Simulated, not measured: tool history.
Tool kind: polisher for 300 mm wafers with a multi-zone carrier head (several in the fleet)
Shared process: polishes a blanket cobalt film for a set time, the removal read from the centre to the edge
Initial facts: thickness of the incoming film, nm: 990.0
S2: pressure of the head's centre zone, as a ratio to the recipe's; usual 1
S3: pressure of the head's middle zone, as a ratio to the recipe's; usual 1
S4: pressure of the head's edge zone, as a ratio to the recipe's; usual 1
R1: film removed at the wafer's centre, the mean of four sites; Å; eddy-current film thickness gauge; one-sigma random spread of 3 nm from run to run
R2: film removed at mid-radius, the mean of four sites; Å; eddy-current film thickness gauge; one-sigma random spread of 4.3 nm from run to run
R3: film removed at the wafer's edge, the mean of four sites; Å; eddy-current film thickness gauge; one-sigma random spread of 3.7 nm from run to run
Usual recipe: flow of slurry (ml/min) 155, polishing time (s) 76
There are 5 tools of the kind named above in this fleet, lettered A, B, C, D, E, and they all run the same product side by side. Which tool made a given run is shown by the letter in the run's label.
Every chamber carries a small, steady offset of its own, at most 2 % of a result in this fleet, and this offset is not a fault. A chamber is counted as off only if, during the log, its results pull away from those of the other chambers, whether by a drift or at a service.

Run 1A, hour 10.7: usual settings. Result: R1 2891.6 Å, R2 2991 Å, R3 2913.2 Å.
Run 2C, hour 17.7: usual settings. Result: R1 2978.9 Å, R2 2886.5 Å, R3 2974.1 Å.
At hour 23.3: chamber E: slurry nozzle cleaned.
At hour 23.9: chamber E: centre zone pressure recalibrated.
Run 3D, hour 26.8: usual settings. Result: R1 2855.8 Å, R2 2832.2 Å, R3 2916.6 Å.
At hour 29.8: chamber D: worn pad replaced by a new one.
Run 4B, hour 33.4: usual settings. Result: R1 2966.9 Å, R2 2909.1 Å, R3 2911.2 Å.
At hour 37.1: chamber E: worn pad replaced by a new one.
At hour 39.7: chamber B: slurry nozzle cleaned.
Run 5E, hour 42: usual settings. Result: R1 2929.8 Å, R2 2833.5 Å, R3 2858 Å.
At hour 48.4: chamber A: worn pad replaced by a new one.
At hour 51.8: chamber C: worn pad replaced by a new one.
At hour 53.1: chamber B: edge zone pressure recalibrated.
Run 6D, hour 53.1: usual settings. Result: R1 2906.1 Å, R2 2893.2 Å, R3 2979.7 Å.
Run 7C, hour 61: usual settings. Result: R1 2867.1 Å, R2 2928.6 Å, R3 3006.5 Å.
Run 8B, hour 72: usual settings but S3 0.93. Result: R1 2937 Å, R2 2747.9 Å, R3 2891.8 Å.
Run 9A, hour 79.8: usual settings but S3 0.93. Result: R1 2900.5 Å, R2 2714.6 Å, R3 2885.8 Å.
Run 10E, hour 85.7: usual settings but S3 0.93. Result: R1 2939 Å, R2 2742.9 Å, R3 2914.8 Å.
At hour 92.2: chamber B: worn pad replaced by a new one.
Run 11C, hour 97.5: usual settings but S3 0.93. Result: R1 2935.1 Å, R2 2792.9 Å, R3 2966.3 Å.
Run 12B, hour 105.7: usual settings but S3 0.93. Result: R1 2959.4 Å, R2 2742 Å, R3 2869.3 Å.
Run 13E, hour 117.8: usual settings. Result: R1 2865.1 Å, R2 2817 Å, R3 2913.3 Å.
At hour 118.5: chamber A: worn pad replaced by a new one.
Run 14D, hour 126.1: usual settings. Result: R1 2851.6 Å, R2 2890.7 Å, R3 2858.7 Å.
Run 15A, hour 135.1: usual settings but flow of slurry (ml/min) 175, S3 1.04. Result: R1 2991.5 Å, R2 3100.6 Å, R3 2961.8 Å.
At hour 138.7: chamber C: centre zone pressure recalibrated.
At hour 140.7: chamber B: centre zone pressure recalibrated.
Run 16E, hour 140.9: usual settings but flow of slurry (ml/min) 175, S3 1.04. Result: R1 3049.2 Å, R2 3043.1 Å, R3 2898.2 Å.
Run 17C, hour 148.7: usual settings but flow of slurry (ml/min) 175, S3 1.04. Result: R1 3295.8 Å, R2 3128.4 Å, R3 3008.6 Å.
Run 18B, hour 157.2: usual settings but flow of slurry (ml/min) 175, S3 1.04. Result: R1 2979.5 Å, R2 3109.7 Å, R3 3003.8 Å.
Run 19A, hour 167.2: usual settings but flow of slurry (ml/min) 175, S3 1.04. Result: R1 2968.7 Å, R2 3093.4 Å, R3 2933.2 Å.
Run 20D, hour 173.4: usual settings. Result: R1 2864.8 Å, R2 2869.5 Å, R3 2837.1 Å.
At hour 175.2: chamber A: worn pad replaced by a new one.
At hour 179.6: chamber A: centre zone pressure recalibrated.
At hour 184.2: chamber D: worn pad replaced by a new one.
Run 21B, hour 186.8: usual settings but S2 0.89, polishing time (s) 57. Result: R1 1912.3 Å, R2 2149.6 Å, R3 2152.2 Å.
At hour 191.1: chamber D: centre zone pressure recalibrated.
At hour 191.5: chamber C: edge zone pressure recalibrated.
Run 22A, hour 194: usual settings but S2 0.89, polishing time (s) 57. Result: R1 1899.9 Å, R2 2224.9 Å, R3 2162.2 Å.
Run 23D, hour 203.7: usual settings but S2 0.89, polishing time (s) 57. Result: R1 1934.4 Å, R2 2088 Å, R3 2195.7 Å.
At hour 208.7: chamber E: worn pad replaced by a new one.
At hour 209: chamber C: worn pad replaced by a new one.
Run 24C, hour 215.4: usual settings but S2 0.89, polishing time (s) 57. Result: R1 2140.9 Å, R2 2208.4 Å, R3 2266.2 Å.
Run 25E, hour 224.3: usual settings but S2 0.89, polishing time (s) 57. Result: R1 1928.3 Å, R2 2149.3 Å, R3 2178.5 Å.
Run 26B, hour 234.4: usual settings. Result: R1 2926.6 Å, R2 2901.6 Å, R3 2870.2 Å.
Run 27C, hour 243.3: usual settings. Result: R1 3251.9 Å, R2 2873.7 Å, R3 2989.7 Å.
At hour 243.6: chamber A: worn pad replaced by a new one.
At hour 244.9: chamber B: worn pad replaced by a new one.
Run 28A, hour 255.5: usual settings. Result: R1 2986.4 Å, R2 2979.9 Å, R3 2883.5 Å.
Run 29D, hour 268.6: usual settings. Result: R1 2851.4 Å, R2 2891.2 Å, R3 2904.2 Å.
At hour 271.8: chamber D: slurry nozzle cleaned.
Run 30E, hour 277.1: usual settings. Result: R1 2923.8 Å, R2 2953.6 Å, R3 2914.1 Å.
At hour 280.6: chamber B: slurry nozzle cleaned.
At hour 281.5: chamber A: slurry nozzle cleaned.
Run 31E, hour 283.1: usual settings. Result: R1 2944.9 Å, R2 2919.3 Å, R3 2957.3 Å.
Run 32D, hour 290.9: usual settings. Result: R1 2879.5 Å, R2 2873.7 Å, R3 2905.7 Å.
Run 33B, hour 300.1: usual settings. Result: R1 2943.5 Å, R2 2919.6 Å, R3 2846.6 Å.
At hour 304.1: chamber A: worn pad replaced by a new one.
Run 34A, hour 313.5: usual settings. Result: R1 2911.1 Å, R2 2880.8 Å, R3 2947.1 Å.

All 5 chambers run these settings next. Forecast each chamber's results:
Run 35A, hour 323.1: usual settings but polishing time (s) 99. Result: R1 ?, R2 ?, R3 ?.
Run 35B, hour 323.1: usual settings but polishing time (s) 99. Result: R1 ?, R2 ?, R3 ?.
Run 35C, hour 323.1: usual settings but polishing time (s) 99. Result: R1 ?, R2 ?, R3 ?.
Run 35D, hour 323.1: usual settings but polishing time (s) 99. Result: R1 ?, R2 ?, R3 ?.
Run 35E, hour 323.1: usual settings but polishing time (s) 99. Result: R1 ?, R2 ?, R3 ?.

run      R1      R2      R3
35A  3803.9  3900.8  3790.3
35B  3753.4  3724.3  3754.3
35C  4224.4  3807.7  3815.9
35D  3737.9    3806  3834.8
35E  3870.4  3667.2  3750.8

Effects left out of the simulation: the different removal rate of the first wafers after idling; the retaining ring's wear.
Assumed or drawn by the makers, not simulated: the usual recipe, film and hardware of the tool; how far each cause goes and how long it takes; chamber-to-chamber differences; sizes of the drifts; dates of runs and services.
